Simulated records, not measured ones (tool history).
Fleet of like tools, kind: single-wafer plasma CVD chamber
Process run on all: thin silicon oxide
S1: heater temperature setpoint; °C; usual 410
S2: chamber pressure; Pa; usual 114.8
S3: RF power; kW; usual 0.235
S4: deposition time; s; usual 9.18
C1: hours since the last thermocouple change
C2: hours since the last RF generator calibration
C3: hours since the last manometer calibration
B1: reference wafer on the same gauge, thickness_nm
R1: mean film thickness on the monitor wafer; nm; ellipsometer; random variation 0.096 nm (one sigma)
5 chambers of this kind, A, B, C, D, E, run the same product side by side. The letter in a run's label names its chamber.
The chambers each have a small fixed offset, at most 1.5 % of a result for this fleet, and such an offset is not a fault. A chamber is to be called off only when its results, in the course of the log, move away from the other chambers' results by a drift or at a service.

run   hour   S1     S2     S3    S4      C1      C2      C3      B1      R1
       6.4  -- chamber D: RF generator calibrated
 1B   10.8  410  114.8  0.235  9.18   366.8   769.2    85.3  14.009   16.14
 2C   24.6  410  114.8  0.235  9.18    1299   629.9   382.9  13.987  16.052
 3E   36.6  410  114.8  0.235  9.18  2494.3   611.4  2106.1  13.989  16.095
 4A   46.6  410  114.8  0.235  9.18  2223.1  2232.7    1549  13.996  16.078
 5D   59.2  410  114.8  0.235  9.18   265.4    52.8  2162.4  14.002  16.004
 6D   73.4  410  114.8  0.235  9.18   279.6      67  2176.6   13.99  15.958
 7C   80.1  410  114.8  0.235  9.18  1354.5   685.4   438.4  13.993  16.166
 8A   87.9  410  114.8  0.235  9.18  2264.4    2274  1590.3   14.01  15.829
 9E   94.5  410  114.8  0.235  9.18  2552.2   669.3    2164  14.023  16.042
10B  105.6  410  114.8  0.235  9.18   461.6     864   180.1  14.003  16.144
11A  114.2  410  114.8  0.235  9.18  2290.7  2300.3  1616.6  13.981  15.924
12C  122.6  410  114.8  0.235  9.18    1397   727.9   480.9   14.01  16.133
13E  133.4  410  114.8  0.235  9.18  2591.1   708.2  2202.9  13.994  16.351
     133.7  -- chamber B: RF generator calibrated
14B  143.8  410  114.8  0.235  9.18   499.8    10.2   218.3   13.98  16.157
15D  149.9  410  114.8  0.235  9.18   356.1   143.5  2253.1  14.004  16.056
     156.3  -- chamber E: thermocouple changed; heater temperature recalibrated
16A  162.7  423  114.8  0.265  9.18  2339.2  2348.8  1665.1  13.976  16.769
     167.6  -- chamber A: capacitance manometer re-zeroed and calibrated
17B  175.1  423  114.8  0.265  9.18   531.1    41.5   249.6   13.99   16.82
18E  187.8  423  114.8  0.265  9.18    31.6   762.6  2257.3  14.014  17.142
19D  199.3  423  114.8  0.265  9.18   405.5   192.9  2302.5  13.995  16.859
20C  205.7  423  114.8  0.265  9.18  1480.1     811     564  13.974  16.913
21A  218.7  410  114.8  0.235  9.18  2395.2  2404.8    51.2  13.993  15.967
22B    227  410  114.8  0.235  9.18     583    93.4   301.5  14.006  15.977
23E  236.2  410  114.8  0.235  9.18      80     811  2305.7  14.013  16.172
24C  246.3  410  114.8  0.235  9.18  1520.7   851.6   604.6      14  15.941
25D  257.6  410  114.8  0.235  9.18   463.8   251.2  2360.8  14.004  16.144
26B  270.8  410  114.8  0.235  9.18   626.8   137.2   345.3  13.982  16.079
     275.8  -- chamber A: thermocouple changed; heater temperature recalibrated
27D  284.1  410  114.8  0.235  9.18   490.3   277.7  2387.3  14.012  15.911
28C  290.9  410  114.8  0.235  9.18  1565.3   896.2   649.2  13.993  16.138
29A  298.9  410  114.8  0.235  9.18    23.2    2485   131.4  13.999  15.992
30E  309.4  410  114.8  0.235  9.18   153.2   884.2  2378.9  13.985  16.106
31C  320.8  410  114.8  0.235  9.18  1595.2   926.1   679.1  14.004  16.163
     333.4  -- chamber A: RF generator calibrated
32E  334.3  410  114.8  0.235  7.68   178.1   909.1  2403.8  13.982  13.632
33D  344.5  410  114.8  0.235  7.68   550.7   338.1  2447.7  13.998   13.24
34B  355.7  410  114.8  0.235  7.68   711.7   222.1   430.2  13.985  13.377
35A  367.7  410  114.8  0.235  7.68      92    34.4   200.2  13.989  13.308

The same settings go to every chamber for the next run, one line per chamber below. Forecast the results for each:
36A   378  410  103.7  0.235  9.18                   ?
36B   378  410  103.7  0.235  9.18                   ?
36C   378  410  103.7  0.235  9.18                   ?
36D   378  410  103.7  0.235  9.18                   ?
36E   378  410  103.7  0.235  9.18                   ?

run      R1
36A   14.44
36B  14.668
36C  14.853
36D  14.679
36E   14.95
